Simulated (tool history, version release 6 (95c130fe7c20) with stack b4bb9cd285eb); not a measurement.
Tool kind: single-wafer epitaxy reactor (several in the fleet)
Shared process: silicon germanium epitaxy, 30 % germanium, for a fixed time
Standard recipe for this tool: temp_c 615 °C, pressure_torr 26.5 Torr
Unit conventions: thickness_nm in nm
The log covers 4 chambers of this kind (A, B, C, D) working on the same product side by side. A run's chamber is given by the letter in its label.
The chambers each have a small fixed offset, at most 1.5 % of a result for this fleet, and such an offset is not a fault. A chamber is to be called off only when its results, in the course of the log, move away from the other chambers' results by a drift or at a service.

run   hour  temp_c  pressure_torr  hours since the last pyrometer calibration  hours since the last manometer calibration  read-back reference wafer on the same gauge, thickness_nm  thickness_nm
 1C    6.4     615           26.5                                        40.1                                       705.3                                                     70.228        87.500
 2A   13.2     615           26.5                                       925.2                                      1300.8                                                     70.235        86.476
 3D   20.3     615           26.5                                      1046.2                                       418.1                                                     70.231        86.539
 4B   24.6     615           26.5                                       474.1                                        53.7                                                     70.265        85.706
 5C   30.9     615           26.5                                        64.6                                       729.8                                                     70.298        87.785
 6B   39.2     615           26.5                                       488.7                                        68.3                                                     70.288        85.824
 7D   43.2     615           26.5                                      1069.1                                       441.0                                                     70.283        86.501
 8A   52.3     615           26.5                                       964.3                                      1339.9                                                     70.311        86.458
 9B   58.0     615           26.5                                       507.5                                        87.1                                                     70.317        85.877
10A   64.1     615           26.5                                       976.1                                      1351.7                                                     70.333        86.236
11C   72.9     615           26.5                                       106.6                                       771.8                                                     70.355        87.534
12D   78.2     615           26.5                                      1104.1                                       476.0                                                     70.375        86.549
13C   85.5     615           26.5                                       119.2                                       784.4                                                     70.391        87.635
14B   94.0     615           26.5                                       543.5                                       123.1                                                     70.422        85.765
15A   98.3     610           21.8                                      1010.3                                      1385.9                                                     70.394        73.303
16D  104.7     610           21.8                                      1130.6                                       502.5                                                     70.444        73.180
17A  111.0     610           21.8                                      1023.0                                      1398.6                                                     70.436        73.276
18C  119.9     610           21.8                                       153.6                                       818.8                                                     70.444        74.327
19D  124.7     615           26.5                                      1150.6                                       522.5                                                     70.476        86.667
20B  132.9     615           26.5                                       582.4                                       162.0                                                     70.520        85.999
21D  138.6     615           26.5                                      1164.5                                       536.4                                                     70.520        86.826
22B  143.8     615           31.8                                       593.3                                       172.9                                                     70.518        92.872
23C  151.1     615           31.8                                       184.8                                       850.0                                                     70.520        94.614
24A  156.6     615           31.8                                      1068.6                                      1444.2                                                     70.566        92.989

Which is it: a chamber that has drifted or been left off by a service, a gauge drift common to all chambers, or only each chamber's usual small offset? If a chamber is off, name it and its likeliest cause.

The shared gauge is drifting. All chambers look as if they move in step, but none is off.
Most likely cause: gauge reads high (%) = 0.516.
